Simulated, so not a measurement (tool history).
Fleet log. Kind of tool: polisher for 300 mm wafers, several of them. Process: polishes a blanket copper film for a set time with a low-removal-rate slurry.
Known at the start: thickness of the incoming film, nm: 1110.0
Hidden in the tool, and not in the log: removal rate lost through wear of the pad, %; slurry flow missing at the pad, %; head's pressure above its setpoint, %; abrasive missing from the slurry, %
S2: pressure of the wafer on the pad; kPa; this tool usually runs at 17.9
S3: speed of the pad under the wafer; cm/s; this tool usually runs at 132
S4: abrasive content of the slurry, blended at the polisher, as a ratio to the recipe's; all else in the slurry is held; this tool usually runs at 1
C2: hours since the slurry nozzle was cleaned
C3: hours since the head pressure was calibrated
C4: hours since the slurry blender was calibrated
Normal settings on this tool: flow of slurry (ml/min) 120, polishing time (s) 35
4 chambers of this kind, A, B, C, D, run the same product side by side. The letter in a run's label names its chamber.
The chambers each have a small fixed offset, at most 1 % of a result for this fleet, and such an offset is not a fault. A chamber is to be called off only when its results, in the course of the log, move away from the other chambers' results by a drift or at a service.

{"run": "1A", "day": 0.167, "flow of slurry (ml/min)": 120, "S2": 17.9, "S3": 132, "S4": 1, "polishing time (s)": 35, "wafers polished on this pad": 316, "C2": 12.2, "C3": 32.8, "C4": 84.4, "film removed (angstrom)": 1452.0}
{"run": "2C", "day": 0.258, "flow of slurry (ml/min)": 120, "S2": 17.9, "S3": 132, "S4": 1, "polishing time (s)": 35, "wafers polished on this pad": 738, "C2": 72.6, "C3": 527.3, "C4": 51.9, "film removed (angstrom)": 1424.7}
{"run": "3B", "day": 0.412, "flow of slurry (ml/min)": 120, "S2": 17.9, "S3": 132, "S4": 1, "polishing time (s)": 35, "wafers polished on this pad": 356, "C2": 97.4, "C3": 360.7, "C4": 111.0, "film removed (angstrom)": 1439.9}
{"run": "4D", "day": 0.55, "flow of slurry (ml/min)": 120, "S2": 17.9, "S3": 132, "S4": 1, "polishing time (s)": 35, "wafers polished on this pad": 397, "C2": 71.3, "C3": 101.8, "C4": 103.6, "film removed (angstrom)": 1432.4}
{"run": "5A", "day": 0.708, "flow of slurry (ml/min)": 120, "S2": 17.9, "S3": 132, "S4": 1, "polishing time (s)": 35, "wafers polished on this pad": 435, "C2": 25.2, "C3": 45.8, "C4": 97.4, "film removed (angstrom)": 1445.3}
{"run": "6D", "day": 0.888, "flow of slurry (ml/min)": 135, "S2": 17.9, "S3": 132, "S4": 1, "polishing time (s)": 35, "wafers polished on this pad": 471, "C2": 79.4, "C3": 109.9, "C4": 111.7, "film removed (angstrom)": 1525.2}
{"day": 0.992, "done": "chamber C: worn pad replaced by a new one"}
{"run": "7C", "day": 1.025, "flow of slurry (ml/min)": 135, "S2": 17.9, "S3": 132, "S4": 1, "polishing time (s)": 35, "wafers polished on this pad": 8, "C2": 91.0, "C3": 545.7, "C4": 70.3, "film removed (angstrom)": 1469.5}
{"run": "8B", "day": 1.158, "flow of slurry (ml/min)": 135, "S2": 17.9, "S3": 132, "S4": 1, "polishing time (s)": 35, "wafers polished on this pad": 519, "C2": 115.3, "C3": 378.6, "C4": 128.9, "film removed (angstrom)": 1485.5}
{"run": "9A", "day": 1.262, "flow of slurry (ml/min)": 135, "S2": 17.9, "S3": 132, "S4": 1, "polishing time (s)": 35, "wafers polished on this pad": 556, "C2": 38.5, "C3": 59.1, "C4": 110.7, "film removed (angstrom)": 1490.1}
{"run": "10D", "day": 1.454, "flow of slurry (ml/min)": 120, "S2": 17.9, "S3": 132, "S4": 1, "polishing time (s)": 35, "wafers polished on this pad": 596, "C2": 93.0, "C3": 123.5, "C4": 125.3, "film removed (angstrom)": 1486.7}
{"day": 1.533, "done": "chamber D: worn pad replaced by a new one"}
{"day": 1.583, "done": "chamber A: worn pad replaced by a new one"}
{"run": "11B", "day": 1.617, "flow of slurry (ml/min)": 120, "S2": 17.9, "S3": 132, "S4": 1, "polishing time (s)": 35, "wafers polished on this pad": 620, "C2": 126.3, "C3": 389.6, "C4": 139.9, "film removed (angstrom)": 1461.0}
{"run": "12C", "day": 1.717, "flow of slurry (ml/min)": 120, "S2": 17.9, "S3": 132, "S4": 1, "polishing time (s)": 35, "wafers polished on this pad": 159, "C2": 107.6, "C3": 562.3, "C4": 86.9, "film removed (angstrom)": 1425.0}
{"run": "13B", "day": 1.871, "flow of slurry (ml/min)": 120, "S2": 17.9, "S3": 132, "S4": 1, "polishing time (s)": 35, "wafers polished on this pad": 676, "C2": 132.4, "C3": 395.7, "C4": 146.0, "film removed (angstrom)": 1428.7}
{"run": "14A", "day": 2.004, "flow of slurry (ml/min)": 120, "S2": 17.9, "S3": 132, "S4": 1, "polishing time (s)": 35, "wafers polished on this pad": 92, "C2": 56.3, "C3": 76.9, "C4": 128.5, "film removed (angstrom)": 1436.3}
{"run": "15D", "day": 2.196, "flow of slurry (ml/min)": 120, "S2": 17.9, "S3": 132, "S4": 1, "polishing time (s)": 35, "wafers polished on this pad": 146, "C2": 110.8, "C3": 141.3, "C4": 143.1, "film removed (angstrom)": 1469.6}
{"run": "16C", "day": 2.342, "flow of slurry (ml/min)": 120, "S2": 17.9, "S3": 132, "S4": 1, "polishing time (s)": 35, "wafers polished on this pad": 296, "C2": 122.6, "C3": 577.3, "C4": 101.9, "film removed (angstrom)": 1430.4}
{"run": "17D", "day": 2.429, "flow of slurry (ml/min)": 120, "S2": 17.9, "S3": 132, "S4": 1, "polishing time (s)": 35, "wafers polished on this pad": 197, "C2": 116.4, "C3": 146.9, "C4": 148.7, "film removed (angstrom)": 1459.3}
{"day": 2.462, "done": "chamber A: slurry blender recalibrated"}
{"run": "18B", "day": 2.6, "flow of slurry (ml/min)": 155, "S2": 15.9, "S3": 132, "S4": 1, "polishing time (s)": 35, "wafers polished on this pad": 835, "C2": 149.9, "C3": 413.2, "C4": 163.5, "film removed (angstrom)": 1353.5}
{"run": "19A", "day": 2.788, "flow of slurry (ml/min)": 155, "S2": 15.9, "S3": 132, "S4": 1, "polishing time (s)": 35, "wafers polished on this pad": 264, "C2": 75.1, "C3": 95.7, "C4": 7.9, "film removed (angstrom)": 1353.9}
{"run": "20C", "day": 2.888, "flow of slurry (ml/min)": 155, "S2": 15.9, "S3": 132, "S4": 1, "polishing time (s)": 35, "wafers polished on this pad": 416, "C2": 135.7, "C3": 590.4, "C4": 115.0, "film removed (angstrom)": 1334.5}
{"run": "21C", "day": 3.038, "flow of slurry (ml/min)": 155, "S2": 15.9, "S3": 132, "S4": 1, "polishing time (s)": 35, "wafers polished on this pad": 449, "C2": 139.3, "C3": 594.0, "C4": 118.6, "film removed (angstrom)": 1331.5}
{"run": "22D", "day": 3.225, "flow of slurry (ml/min)": 120, "S2": 17.9, "S3": 132, "S4": 1, "polishing time (s)": 35, "wafers polished on this pad": 371, "C2": 135.5, "C3": 166.0, "C4": 167.8, "film removed (angstrom)": 1457.3}
{"run": "23B", "day": 3.421, "flow of slurry (ml/min)": 120, "S2": 17.9, "S3": 154, "S4": 1, "polishing time (s)": 44, "wafers polished on this pad": 1015, "C2": 169.6, "C3": 432.9, "C4": 183.2, "film removed (angstrom)": 2111.8}
{"run": "24A", "day": 3.508, "flow of slurry (ml/min)": 120, "S2": 17.9, "S3": 154, "S4": 1, "polishing time (s)": 44, "wafers polished on this pad": 422, "C2": 92.4, "C3": 113.0, "C4": 25.2, "film removed (angstrom)": 2116.9}
{"run": "25D", "day": 3.625, "flow of slurry (ml/min)": 120, "S2": 17.9, "S3": 154, "S4": 1, "polishing time (s)": 44, "wafers polished on this pad": 459, "C2": 145.1, "C3": 175.6, "C4": 177.4, "film removed (angstrom)": 2142.7}
{"run": "26A", "day": 3.738, "flow of slurry (ml/min)": 120, "S2": 17.9, "S3": 154, "S4": 1, "polishing time (s)": 44, "wafers polished on this pad": 472, "C2": 97.9, "C3": 118.5, "C4": 30.7, "film removed (angstrom)": 2162.8}
{"run": "27C", "day": 3.917, "flow of slurry (ml/min)": 120, "S2": 23.4, "S3": 132, "S4": 1, "polishing time (s)": 40, "wafers polished on this pad": 642, "C2": 160.4, "C3": 615.1, "C4": 139.7, "film removed (angstrom)": 2205.0}
{"run": "28B", "day": 4.004, "flow of slurry (ml/min)": 120, "S2": 23.4, "S3": 132, "S4": 1, "polishing time (s)": 40, "wafers polished on this pad": 1143, "C2": 183.6, "C3": 446.9, "C4": 197.2, "film removed (angstrom)": 2180.4}
{"run": "29D", "day": 4.15, "flow of slurry (ml/min)": 120, "S2": 23.4, "S3": 132, "S4": 1, "polishing time (s)": 40, "wafers polished on this pad": 574, "C2": 157.7, "C3": 188.2, "C4": 190.0, "film removed (angstrom)": 2177.9}
{"day": 4.217, "done": "chamber C: slurry blender recalibrated"}
{"run": "30C", "day": 4.271, "flow of slurry (ml/min)": 120, "S2": 23.4, "S3": 132, "S4": 1, "polishing time (s)": 40, "wafers polished on this pad": 719, "C2": 168.9, "C3": 623.6, "C4": 1.3, "film removed (angstrom)": 2176.7}

Read the log: is a single chamber off, either drifting away or since a service, is the gauge that measures every chamber drifting, or is nothing wrong beyond small per-chamber offsets? Name any odd chamber and what most likely caused it.

No chamber stands off beyond its own small offset, and the gauge holds steady.

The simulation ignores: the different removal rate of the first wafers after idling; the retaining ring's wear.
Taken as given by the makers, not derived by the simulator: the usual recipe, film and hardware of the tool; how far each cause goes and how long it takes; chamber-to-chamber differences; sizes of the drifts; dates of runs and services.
